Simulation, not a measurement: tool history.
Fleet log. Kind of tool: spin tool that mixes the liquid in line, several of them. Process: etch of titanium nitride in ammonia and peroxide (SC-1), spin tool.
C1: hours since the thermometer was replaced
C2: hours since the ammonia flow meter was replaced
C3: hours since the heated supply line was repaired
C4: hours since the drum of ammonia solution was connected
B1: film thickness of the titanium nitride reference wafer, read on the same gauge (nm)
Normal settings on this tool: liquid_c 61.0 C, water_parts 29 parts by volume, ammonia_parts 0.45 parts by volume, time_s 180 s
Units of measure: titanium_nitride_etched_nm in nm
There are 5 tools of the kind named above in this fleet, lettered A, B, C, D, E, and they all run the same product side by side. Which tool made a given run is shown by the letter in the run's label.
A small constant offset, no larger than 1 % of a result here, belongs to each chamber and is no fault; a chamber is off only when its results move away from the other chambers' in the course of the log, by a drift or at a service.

run 1A day=0.162 | liquid_c=61.0 water_parts=29 ammonia_parts=0.45 time_s=180 | C1=235.9 C2=917.3 C3=2904.4 C4=266.4 | B1=130.03 | titanium_nitride_etched_nm=17.9720
run 2B day=0.325 | liquid_c=61.0 water_parts=29 ammonia_parts=0.45 time_s=180 | C1=616.0 C2=600.9 C3=515.8 C4=897.7 | B1=129.99 | titanium_nitride_etched_nm=18.0770
run 3D day=0.554 | liquid_c=61.0 water_parts=29 ammonia_parts=0.45 time_s=180 | C1=430.9 C2=22.4 C3=716.0 C4=994.5 | B1=130.00 | titanium_nitride_etched_nm=18.0210
run 4E day=0.746 | liquid_c=61.0 water_parts=29 ammonia_parts=0.45 time_s=180 | C1=768.4 C2=1300.5 C3=2627.9 C4=1000.4 | B1=129.99 | titanium_nitride_etched_nm=18.0570
run 5C day=0.962 | liquid_c=61.0 water_parts=29 ammonia_parts=0.45 time_s=180 | C1=393.3 C2=1090.9 C3=2864.9 C4=315.6 | B1=130.00 | titanium_nitride_etched_nm=17.9610
-- day=1.154 chamber B: new drum of ammonia solution connected
run 6C day=1.225 | liquid_c=61.0 water_parts=29 ammonia_parts=0.45 time_s=180 | C1=399.6 C2=1097.2 C3=2871.2 C4=321.9 | B1=129.98 | titanium_nitride_etched_nm=17.8140
run 7B day=1.396 | liquid_c=57.0 water_parts=15 ammonia_parts=0.45 time_s=180 | C1=641.7 C2=626.6 C3=541.5 C4=5.9 | B1=130.00 | titanium_nitride_etched_nm=20.2180
-- day=1.512 chamber A: new drum of ammonia solution connected
run 8D day=1.554 | liquid_c=57.0 water_parts=15 ammonia_parts=0.45 time_s=180 | C1=454.9 C2=46.4 C3=740.0 C4=1018.5 | B1=130.01 | titanium_nitride_etched_nm=20.0170
run 9E day=1.879 | liquid_c=57.0 water_parts=15 ammonia_parts=0.45 time_s=180 | C1=795.6 C2=1327.7 C3=2655.1 C4=1027.6 | B1=129.97 | titanium_nitride_etched_nm=20.0620
run 10A day=2.146 | liquid_c=57.0 water_parts=15 ammonia_parts=0.45 time_s=180 | C1=283.5 C2=964.9 C3=2952.0 C4=15.3 | B1=130.00 | titanium_nitride_etched_nm=19.9490
run 11C day=2.304 | liquid_c=57.0 water_parts=15 ammonia_parts=0.45 time_s=180 | C1=425.5 C2=1123.1 C3=2897.1 C4=347.8 | B1=130.02 | titanium_nitride_etched_nm=19.8200
run 12E day=2.654 | liquid_c=61.0 water_parts=29 ammonia_parts=0.45 time_s=180 | C1=814.2 C2=1346.3 C3=2673.7 C4=1046.2 | B1=130.02 | titanium_nitride_etched_nm=18.0990
run 13A day=2.958 | liquid_c=61.0 water_parts=29 ammonia_parts=0.45 time_s=180 | C1=303.0 C2=984.4 C3=2971.5 C4=34.8 | B1=129.98 | titanium_nitride_etched_nm=17.9120
run 14B day=3.312 | liquid_c=61.0 water_parts=29 ammonia_parts=0.45 time_s=180 | C1=687.7 C2=672.6 C3=587.5 C4=51.9 | B1=130.03 | titanium_nitride_etched_nm=17.9880
run 15D day=3.612 | liquid_c=61.0 water_parts=29 ammonia_parts=0.45 time_s=180 | C1=504.3 C2=95.8 C3=789.4 C4=1067.9 | B1=129.99 | titanium_nitride_etched_nm=17.5630
run 16B day=3.838 | liquid_c=61.0 water_parts=29 ammonia_parts=0.45 time_s=85 | C1=700.3 C2=685.2 C3=600.1 C4=64.5 | B1=129.98 | titanium_nitride_etched_nm=8.5475
-- day=4.088 chamber D: heated supply line repaired
run 17C day=4.167 | liquid_c=61.0 water_parts=29 ammonia_parts=0.45 time_s=85 | C1=470.2 C2=1167.8 C3=2941.8 C4=392.5 | B1=130.00 | titanium_nitride_etched_nm=8.4223
run 18D day=4.338 | liquid_c=61.0 water_parts=29 ammonia_parts=0.45 time_s=85 | C1=521.7 C2=113.2 C3=6.0 C4=1085.3 | B1=129.99 | titanium_nitride_etched_nm=8.2938
run 19E day=4.492 | liquid_c=61.0 water_parts=29 ammonia_parts=0.45 time_s=85 | C1=858.3 C2=1390.4 C3=2717.8 C4=1090.3 | B1=130.02 | titanium_nitride_etched_nm=8.5341
-- day=4.600 chamber E: new drum of ammonia solution connected
run 20A day=4.683 | liquid_c=61.0 water_parts=29 ammonia_parts=0.45 time_s=85 | C1=344.4 C2=1025.8 C3=3012.9 C4=76.2 | B1=129.98 | titanium_nitride_etched_nm=8.3988
run 21D day=4.942 | liquid_c=61.0 water_parts=29 ammonia_parts=0.45 time_s=180 | C1=536.2 C2=127.7 C3=20.5 C4=1099.8 | B1=130.01 | titanium_nitride_etched_nm=17.4480
run 22A day=5.129 | liquid_c=61.0 water_parts=29 ammonia_parts=0.45 time_s=180 | C1=355.1 C2=1036.5 C3=3023.6 C4=86.9 | B1=130.00 | titanium_nitride_etched_nm=17.8010
run 23C day=5.450 | liquid_c=56.5 water_parts=29 ammonia_parts=0.30 time_s=180 | C1=501.0 C2=1198.6 C3=2972.6 C4=423.3 | B1=130.05 | titanium_nitride_etched_nm=12.3590
run 24B day=5.758 | liquid_c=56.5 water_parts=29 ammonia_parts=0.30 time_s=180 | C1=746.4 C2=731.3 C3=646.2 C4=110.6 | B1=129.93 | titanium_nitride_etched_nm=12.3200
-- day=5.954 chamber D: new drum of ammonia solution connected
run 25E day=6.021 | liquid_c=56.5 water_parts=29 ammonia_parts=0.30 time_s=180 | C1=895.0 C2=1427.1 C3=2754.5 C4=34.2 | B1=130.00 | titanium_nitride_etched_nm=12.4480
run 26E day=6.346 | liquid_c=56.5 water_parts=29 ammonia_parts=0.30 time_s=180 | C1=902.8 C2=1434.9 C3=2762.3 C4=42.0 | B1=129.96 | titanium_nitride_etched_nm=12.4050
run 27A day=6.662 | liquid_c=56.5 water_parts=29 ammonia_parts=0.30 time_s=180 | C1=391.9 C2=1073.3 C3=3060.4 C4=123.7 | B1=130.01 | titanium_nitride_etched_nm=12.3350
run 28C day=6.858 | liquid_c=61.0 water_parts=29 ammonia_parts=0.45 time_s=180 | C1=534.8 C2=1232.4 C3=3006.4 C4=457.1 | B1=130.06 | titanium_nitride_etched_nm=17.8240
run 29B day=7.062 | liquid_c=61.0 water_parts=29 ammonia_parts=0.45 time_s=180 | C1=777.7 C2=762.6 C3=677.5 C4=141.9 | B1=130.03 | titanium_nitride_etched_nm=18.1100
run 30D day=7.225 | liquid_c=61.0 water_parts=29 ammonia_parts=0.45 time_s=180 | C1=591.0 C2=182.5 C3=75.3 C4=30.5 | B1=130.01 | titanium_nitride_etched_nm=16.9260

Has any chamber moved away from the others, gradually or after a service, or does the common gauge drift, or do the chambers differ only by their own small steady offsets? State the chamber and the most likely cause if one applies.

Little by little, chamber D moves away from the other chambers.
Most likely cause: liquid colder than its thermometer reads (K) = 0.929.

Chamber D could run next with any of the 4 candidate recipes listed below; each alters the usual settings, and their results appear as question marks. Which one brings its results back in line with what the other chambers deliver on the usual settings?
In-line tolerance around the mean of the other chambers on the usual settings: titanium_nitride_etched_nm 0.3200 nm
run 31D-1 day=7.479 | liquid_c=60.0 water_parts=29.0 ammonia_parts=0.45 time_s=170 | titanium_nitride_etched_nm=?
run 31D-2 day=7.479 | liquid_c=63.0 water_parts=29.0 ammonia_parts=0.45 time_s=180 | titanium_nitride_etched_nm=?
run 31D-3 day=7.479 | liquid_c=61.0 water_parts=28.5 ammonia_parts=0.45 time_s=190 | titanium_nitride_etched_nm=?
run 31D-4 day=7.479 | liquid_c=61.0 water_parts=32.0 ammonia_parts=0.45 time_s=180 | titanium_nitride_etched_nm=?

On the usual settings, the other chambers give on average: titanium_nitride_etched_nm 17.9610 nm
run=31D-1 titanium_nitride_etched_nm=14.9290
run=31D-2 titanium_nitride_etched_nm=19.2420
run=31D-3 titanium_nitride_etched_nm=17.9970
run=31D-4 titanium_nitride_etched_nm=15.9520
The right change is 31D-3: it brings the chamber back within the allowed miss of the others.

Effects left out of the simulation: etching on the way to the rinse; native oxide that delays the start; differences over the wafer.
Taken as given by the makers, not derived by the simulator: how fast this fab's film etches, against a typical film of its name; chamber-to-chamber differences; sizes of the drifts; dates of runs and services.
